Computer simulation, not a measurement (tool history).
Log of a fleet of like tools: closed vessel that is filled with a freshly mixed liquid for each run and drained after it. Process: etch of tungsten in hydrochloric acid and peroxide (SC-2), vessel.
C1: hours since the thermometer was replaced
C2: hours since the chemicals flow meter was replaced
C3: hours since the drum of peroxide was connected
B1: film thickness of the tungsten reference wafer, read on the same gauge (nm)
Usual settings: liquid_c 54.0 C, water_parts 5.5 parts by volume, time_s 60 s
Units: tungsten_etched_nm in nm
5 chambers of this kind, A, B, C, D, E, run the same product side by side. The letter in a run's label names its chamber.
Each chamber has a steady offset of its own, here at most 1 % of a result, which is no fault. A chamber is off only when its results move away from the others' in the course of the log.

{"run": "1D", "hour": 8.1, "liquid_c": 54.0, "water_parts": 5.5, "time_s": 60, "C1": 889.0, "C2": 502.8, "C3": 781.2, "B1": 150.0, "tungsten_etched_nm": 14.5}
{"run": "2A", "hour": 14.8, "liquid_c": 54.0, "water_parts": 5.5, "time_s": 60, "C1": 215.3, "C2": 1213.9, "C3": 335.4, "B1": 149.99, "tungsten_etched_nm": 14.699}
{"run": "3C", "hour": 19.6, "liquid_c": 54.0, "water_parts": 5.5, "time_s": 60, "C1": 1180.8, "C2": 860.6, "C3": 1133.2, "B1": 149.99, "tungsten_etched_nm": 14.651}
{"hour": 26.3, "done": "chamber E: new drum of peroxide connected"}
{"run": "4E", "hour": 26.6, "liquid_c": 54.0, "water_parts": 5.5, "time_s": 60, "C1": 265.5, "C2": 103.4, "C3": 0.4, "B1": 150.03, "tungsten_etched_nm": 14.598}
{"run": "5B", "hour": 34.8, "liquid_c": 54.0, "water_parts": 5.5, "time_s": 60, "C1": 1709.4, "C2": 1010.5, "C3": 481.7, "B1": 150.05, "tungsten_etched_nm": 14.661}
{"run": "6C", "hour": 39.3, "liquid_c": 63.0, "water_parts": 5.5, "time_s": 80, "C1": 1200.5, "C2": 880.3, "C3": 1152.9, "B1": 149.99, "tungsten_etched_nm": 34.048}
{"run": "7D", "hour": 44.7, "liquid_c": 63.0, "water_parts": 5.5, "time_s": 80, "C1": 925.6, "C2": 539.4, "C3": 817.8, "B1": 149.98, "tungsten_etched_nm": 34.185}
{"run": "8A", "hour": 50.0, "liquid_c": 63.0, "water_parts": 5.5, "time_s": 80, "C1": 250.5, "C2": 1249.1, "C3": 370.6, "B1": 150.03, "tungsten_etched_nm": 33.871}
{"hour": 56.6, "done": "chamber D: chemicals flow meter replaced"}
{"run": "9B", "hour": 58.1, "liquid_c": 63.0, "water_parts": 5.5, "time_s": 80, "C1": 1732.7, "C2": 1033.8, "C3": 505.0, "B1": 149.96, "tungsten_etched_nm": 34.311}
{"run": "10E", "hour": 65.0, "liquid_c": 63.0, "water_parts": 5.5, "time_s": 80, "C1": 303.9, "C2": 141.8, "C3": 38.8, "B1": 150.0, "tungsten_etched_nm": 34.33}
{"run": "11B", "hour": 71.9, "liquid_c": 50.0, "water_parts": 5.5, "time_s": 80, "C1": 1746.5, "C2": 1047.6, "C3": 518.8, "B1": 149.98, "tungsten_etched_nm": 15.043}
{"run": "12E", "hour": 77.8, "liquid_c": 50.0, "water_parts": 5.5, "time_s": 80, "C1": 316.7, "C2": 154.6, "C3": 51.6, "B1": 150.02, "tungsten_etched_nm": 15.146}
{"run": "13D", "hour": 81.5, "liquid_c": 50.0, "water_parts": 5.5, "time_s": 80, "C1": 962.4, "C2": 25.0, "C3": 854.6, "B1": 150.0, "tungsten_etched_nm": 15.141}
{"run": "14C", "hour": 86.0, "liquid_c": 50.0, "water_parts": 5.5, "time_s": 80, "C1": 1247.2, "C2": 927.0, "C3": 1199.6, "B1": 149.99, "tungsten_etched_nm": 14.694}
{"run": "15A", "hour": 90.3, "liquid_c": 50.0, "water_parts": 5.5, "time_s": 80, "C1": 290.8, "C2": 1289.4, "C3": 410.9, "B1": 150.01, "tungsten_etched_nm": 15.031}
{"run": "16A", "hour": 95.6, "liquid_c": 54.0, "water_parts": 5.5, "time_s": 60, "C1": 296.1, "C2": 1294.7, "C3": 416.2, "B1": 150.01, "tungsten_etched_nm": 14.561}
{"run": "17E", "hour": 102.7, "liquid_c": 54.0, "water_parts": 5.5, "time_s": 60, "C1": 341.6, "C2": 179.5, "C3": 76.5, "B1": 149.97, "tungsten_etched_nm": 14.782}
{"run": "18C", "hour": 106.5, "liquid_c": 54.0, "water_parts": 5.5, "time_s": 60, "C1": 1267.7, "C2": 947.5, "C3": 1220.1, "B1": 150.02, "tungsten_etched_nm": 14.653}
{"run": "19D", "hour": 111.5, "liquid_c": 54.0, "water_parts": 5.5, "time_s": 60, "C1": 992.4, "C2": 55.0, "C3": 884.6, "B1": 149.97, "tungsten_etched_nm": 14.811}
{"run": "20B", "hour": 117.4, "liquid_c": 54.0, "water_parts": 5.5, "time_s": 60, "C1": 1792.0, "C2": 1093.1, "C3": 564.3, "B1": 150.01, "tungsten_etched_nm": 14.679}
{"run": "21B", "hour": 123.2, "liquid_c": 54.0, "water_parts": 5.5, "time_s": 60, "C1": 1797.8, "C2": 1098.9, "C3": 570.1, "B1": 149.99, "tungsten_etched_nm": 14.616}
{"run": "22D", "hour": 130.3, "liquid_c": 54.0, "water_parts": 5.5, "time_s": 60, "C1": 1011.2, "C2": 73.8, "C3": 903.4, "B1": 150.01, "tungsten_etched_nm": 14.744}
{"run": "23C", "hour": 134.9, "liquid_c": 54.0, "water_parts": 5.5, "time_s": 80, "C1": 1296.1, "C2": 975.9, "C3": 1248.5, "B1": 149.99, "tungsten_etched_nm": 19.362}
{"run": "24A", "hour": 143.1, "liquid_c": 54.0, "water_parts": 5.5, "time_s": 80, "C1": 343.6, "C2": 1342.2, "C3": 463.7, "B1": 150.0, "tungsten_etched_nm": 19.378}
{"run": "25E", "hour": 149.0, "liquid_c": 54.0, "water_parts": 5.5, "time_s": 80, "C1": 387.9, "C2": 225.8, "C3": 122.8, "B1": 150.04, "tungsten_etched_nm": 19.494}
{"run": "26C", "hour": 155.4, "liquid_c": 54.0, "water_parts": 5.5, "time_s": 80, "C1": 1316.6, "C2": 996.4, "C3": 1269.0, "B1": 150.04, "tungsten_etched_nm": 19.329}
{"run": "27A", "hour": 159.6, "liquid_c": 54.0, "water_parts": 5.5, "time_s": 80, "C1": 360.1, "C2": 1358.7, "C3": 480.2, "B1": 150.0, "tungsten_etched_nm": 19.646}
{"run": "28D", "hour": 163.4, "liquid_c": 54.0, "water_parts": 5.5, "time_s": 60, "C1": 1044.3, "C2": 106.9, "C3": 936.5, "B1": 150.0, "tungsten_etched_nm": 14.646}
{"run": "29E", "hour": 167.3, "liquid_c": 54.0, "water_parts": 5.5, "time_s": 60, "C1": 406.2, "C2": 244.1, "C3": 141.1, "B1": 150.0, "tungsten_etched_nm": 14.748}
{"run": "30B", "hour": 174.7, "liquid_c": 45.5, "water_parts": 5.5, "time_s": 30, "C1": 1849.3, "C2": 1150.4, "C3": 621.6, "B1": 150.04, "tungsten_etched_nm": 4.2221}
{"hour": 175.9, "done": "chamber B: new drum of peroxide connected"}
{"run": "31D", "hour": 178.6, "liquid_c": 45.5, "water_parts": 5.5, "time_s": 30, "C1": 1059.5, "C2": 122.1, "C3": 951.7, "B1": 149.94, "tungsten_etched_nm": 4.2116}
{"run": "32A", "hour": 184.1, "liquid_c": 45.5, "water_parts": 5.5, "time_s": 30, "C1": 384.6, "C2": 1383.2, "C3": 504.7, "B1": 150.0, "tungsten_etched_nm": 4.2394}
{"run": "33C", "hour": 192.2, "liquid_c": 45.5, "water_parts": 5.5, "time_s": 30, "C1": 1353.4, "C2": 1033.2, "C3": 1305.8, "B1": 150.0, "tungsten_etched_nm": 4.1394}
{"run": "34B", "hour": 199.5, "liquid_c": 45.5, "water_parts": 5.5, "time_s": 30, "C1": 1874.1, "C2": 1175.2, "C3": 23.7, "B1": 150.0, "tungsten_etched_nm": 4.1632}
{"run": "35E", "hour": 206.6, "liquid_c": 54.0, "water_parts": 5.5, "time_s": 60, "C1": 445.5, "C2": 283.4, "C3": 180.4, "B1": 150.02, "tungsten_etched_nm": 14.81}
{"run": "36A", "hour": 213.8, "liquid_c": 54.0, "water_parts": 5.5, "time_s": 60, "C1": 414.3, "C2": 1412.9, "C3": 534.4, "B1": 149.98, "tungsten_etched_nm": 14.574}

All 5 chambers run these settings next. Forecast each chamber's results:
{"run": "37A", "hour": 219.9, "liquid_c": 47.0, "water_parts": 5.5, "time_s": 60, "tungsten_etched_nm": "?"}
{"run": "37B", "hour": 219.9, "liquid_c": 47.0, "water_parts": 5.5, "time_s": 60, "tungsten_etched_nm": "?"}
{"run": "37C", "hour": 219.9, "liquid_c": 47.0, "water_parts": 5.5, "time_s": 60, "tungsten_etched_nm": "?"}
{"run": "37D", "hour": 219.9, "liquid_c": 47.0, "water_parts": 5.5, "time_s": 60, "tungsten_etched_nm": "?"}
{"run": "37E", "hour": 219.9, "liquid_c": 47.0, "water_parts": 5.5, "time_s": 60, "tungsten_etched_nm": "?"}

run=37A tungsten_etched_nm=9.2546
run=37B tungsten_etched_nm=9.3583
run=37C tungsten_etched_nm=9.1320
run=37D tungsten_etched_nm=9.2293
run=37E tungsten_etched_nm=9.4295
